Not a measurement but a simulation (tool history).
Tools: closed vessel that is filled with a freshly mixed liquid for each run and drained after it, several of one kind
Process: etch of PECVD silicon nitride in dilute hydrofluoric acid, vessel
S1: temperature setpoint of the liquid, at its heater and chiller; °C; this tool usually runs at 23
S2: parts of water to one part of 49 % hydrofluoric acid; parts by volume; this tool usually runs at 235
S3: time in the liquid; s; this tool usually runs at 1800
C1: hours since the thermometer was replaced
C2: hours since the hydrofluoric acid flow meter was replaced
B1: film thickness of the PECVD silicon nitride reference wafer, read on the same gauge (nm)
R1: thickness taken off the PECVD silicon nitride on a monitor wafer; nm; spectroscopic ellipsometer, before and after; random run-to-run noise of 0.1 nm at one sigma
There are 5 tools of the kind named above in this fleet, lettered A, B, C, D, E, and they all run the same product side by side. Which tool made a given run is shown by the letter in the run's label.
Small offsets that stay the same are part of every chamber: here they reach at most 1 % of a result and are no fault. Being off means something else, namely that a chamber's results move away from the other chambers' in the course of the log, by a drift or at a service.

{"run": "1E", "day": 0.488, "S1": 23, "S2": 235, "S3": 1800, "C1": 1874.6, "C2": 618.3, "B1": 60.012, "R1": 13.268}
{"run": "2A", "day": 1.062, "S1": 23, "S2": 235, "S3": 1800, "C1": 76.5, "C2": 455.9, "B1": 59.999, "R1": 13.224}
{"run": "3C", "day": 1.442, "S1": 23, "S2": 235, "S3": 1800, "C1": 1206, "C2": 1551, "B1": 60.005, "R1": 13.258}
{"day": 1.546, "done": "chamber E: thermometer replaced"}
{"run": "4B", "day": 1.746, "S1": 23, "S2": 235, "S3": 1800, "C1": 440.8, "C2": 361.1, "B1": 59.979, "R1": 13.125}
{"run": "5D", "day": 2.058, "S1": 23, "S2": 235, "S3": 1800, "C1": 551.3, "C2": 728.6, "B1": 59.999, "R1": 13.318}
{"day": 2.083, "done": "chamber C: hydrofluoric acid flow meter replaced"}
{"run": "6A", "day": 2.496, "S1": 23, "S2": 235, "S3": 1060, "C1": 110.9, "C2": 490.3, "B1": 59.964, "R1": 7.798}
{"run": "7E", "day": 3.029, "S1": 23, "S2": 235, "S3": 1060, "C1": 35.7, "C2": 679.3, "B1": 59.985, "R1": 7.7121}
{"run": "8B", "day": 3.442, "S1": 23, "S2": 235, "S3": 1060, "C1": 481.5, "C2": 401.8, "B1": 60.044, "R1": 7.7078}
{"run": "9D", "day": 3.983, "S1": 23, "S2": 235, "S3": 1060, "C1": 597.5, "C2": 774.8, "B1": 60.036, "R1": 7.831}
{"run": "10C", "day": 4.45, "S1": 23, "S2": 235, "S3": 1060, "C1": 1278.2, "C2": 56.9, "B1": 59.985, "R1": 7.811}
{"run": "11A", "day": 4.758, "S1": 23, "S2": 235, "S3": 1800, "C1": 165.2, "C2": 544.6, "B1": 60.013, "R1": 13.283}
{"run": "12C", "day": 5.1, "S1": 26, "S2": 135, "S3": 1800, "C1": 1293.8, "C2": 72.5, "B1": 60, "R1": 27.363}
{"run": "13D", "day": 5.375, "S1": 26, "S2": 135, "S3": 1800, "C1": 630.9, "C2": 808.2, "B1": 59.988, "R1": 27.392}
{"run": "14B", "day": 5.692, "S1": 26, "S2": 135, "S3": 1800, "C1": 535.5, "C2": 455.8, "B1": 60.024, "R1": 28.156}
{"run": "15E", "day": 6.262, "S1": 26, "S2": 135, "S3": 1800, "C1": 113.3, "C2": 756.9, "B1": 60.015, "R1": 27.488}
{"run": "16B", "day": 6.871, "S1": 26, "S2": 135, "S3": 1800, "C1": 563.8, "C2": 484.1, "B1": 60.004, "R1": 27.868}
{"run": "17D", "day": 7.25, "S1": 23, "S2": 235, "S3": 1800, "C1": 675.9, "C2": 853.2, "B1": 59.978, "R1": 13.162}
{"run": "18C", "day": 7.696, "S1": 23, "S2": 235, "S3": 1800, "C1": 1356.1, "C2": 134.8, "B1": 59.991, "R1": 13.106}
{"run": "19E", "day": 8.142, "S1": 23, "S2": 235, "S3": 1800, "C1": 158.4, "C2": 802, "B1": 59.982, "R1": 13.285}
{"run": "20A", "day": 8.608, "S1": 23, "S2": 235, "S3": 1800, "C1": 257.6, "C2": 637, "B1": 60.013, "R1": 13.255}
{"run": "21D", "day": 9.225, "S1": 23, "S2": 235, "S3": 1800, "C1": 723.3, "C2": 900.6, "B1": 60.059, "R1": 12.954}
{"run": "22E", "day": 9.825, "S1": 23, "S2": 235, "S3": 1800, "C1": 198.8, "C2": 842.4, "B1": 59.953, "R1": 13.093}
{"run": "23B", "day": 10.421, "S1": 23, "S2": 235, "S3": 1800, "C1": 649, "C2": 569.3, "B1": 59.968, "R1": 13.241}
{"run": "24A", "day": 10.912, "S1": 23, "S2": 235, "S3": 1800, "C1": 312.9, "C2": 692.3, "B1": 59.976, "R1": 13.332}
{"run": "25C", "day": 11.479, "S1": 23, "S2": 235, "S3": 1800, "C1": 1446.9, "C2": 225.6, "B1": 60.016, "R1": 13.045}
{"run": "26A", "day": 12.021, "S1": 23, "S2": 235, "S3": 1800, "C1": 339.5, "C2": 718.9, "B1": 60.015, "R1": 13.269}
{"run": "27D", "day": 12.546, "S1": 23, "S2": 235, "S3": 1800, "C1": 803, "C2": 980.3, "B1": 60.008, "R1": 12.758}
{"day": 12.967, "done": "chamber A: hydrofluoric acid flow meter replaced"}
{"run": "28E", "day": 13.071, "S1": 23, "S2": 235, "S3": 1800, "C1": 276.7, "C2": 920.3, "B1": 60.001, "R1": 13.201}
{"run": "29C", "day": 13.575, "S1": 23, "S2": 235, "S3": 1800, "C1": 1497.2, "C2": 275.9, "B1": 59.954, "R1": 12.981}
{"run": "30B", "day": 14.171, "S1": 23, "S2": 235, "S3": 1410, "C1": 739, "C2": 659.3, "B1": 60.001, "R1": 10.277}
{"run": "31B", "day": 14.442, "S1": 23, "S2": 235, "S3": 1410, "C1": 745.5, "C2": 665.8, "B1": 60.051, "R1": 10.307}
{"run": "32D", "day": 14.717, "S1": 23, "S2": 235, "S3": 1410, "C1": 855.1, "C2": 1032.4, "B1": 59.992, "R1": 9.8477}
{"run": "33E", "day": 15.325, "S1": 23, "S2": 235, "S3": 1410, "C1": 330.8, "C2": 974.4, "B1": 60.015, "R1": 10.422}
{"run": "34C", "day": 15.825, "S1": 23, "S2": 235, "S3": 1410, "C1": 1551.2, "C2": 329.9, "B1": 60.013, "R1": 10.352}
{"run": "35A", "day": 16.375, "S1": 23, "S2": 235, "S3": 1800, "C1": 444, "C2": 81.9, "B1": 59.962, "R1": 13.123}

Read the log: is a single chamber off, either drifting away or since a service, is the gauge that measures every chamber drifting, or is nothing wrong beyond small per-chamber offsets? Name any odd chamber and what most likely caused it.

Chamber D drifts away from the others.
Cause: liquid colder than its thermometer reads (K) = 1.12.
The log might look much the same if the cause were instead: hydrofluoric acid flow below the setpoint (%).

Which of the 4 candidates below, each the usual settings with something changed and its results left as question marks, puts chamber D back in line with what the other chambers give on the usual settings?
A result is in line if it is within this distance of the other chambers' mean on the usual settings: R1 0.36 nm
{"run": "36D-1", "day": 16.821, "S1": 23.5, "S2": 235, "S3": 1955, "R1": "?"}
{"run": "36D-2", "day": 16.821, "S1": 23, "S2": 240, "S3": 1735, "R1": "?"}
{"run": "36D-3", "day": 16.821, "S1": 22.5, "S2": 255, "S3": 1800, "R1": "?"}
{"run": "36D-4", "day": 16.821, "S1": 23, "S2": 230, "S3": 1865, "R1": "?"}

Usual-settings mean across the other chambers: R1 13.169 nm
run=36D-1 R1=13.858
run=36D-2 R1=11.68
run=36D-3 R1=11.067
run=36D-4 R1=13.086
36D-4 brings the chamber back in line.

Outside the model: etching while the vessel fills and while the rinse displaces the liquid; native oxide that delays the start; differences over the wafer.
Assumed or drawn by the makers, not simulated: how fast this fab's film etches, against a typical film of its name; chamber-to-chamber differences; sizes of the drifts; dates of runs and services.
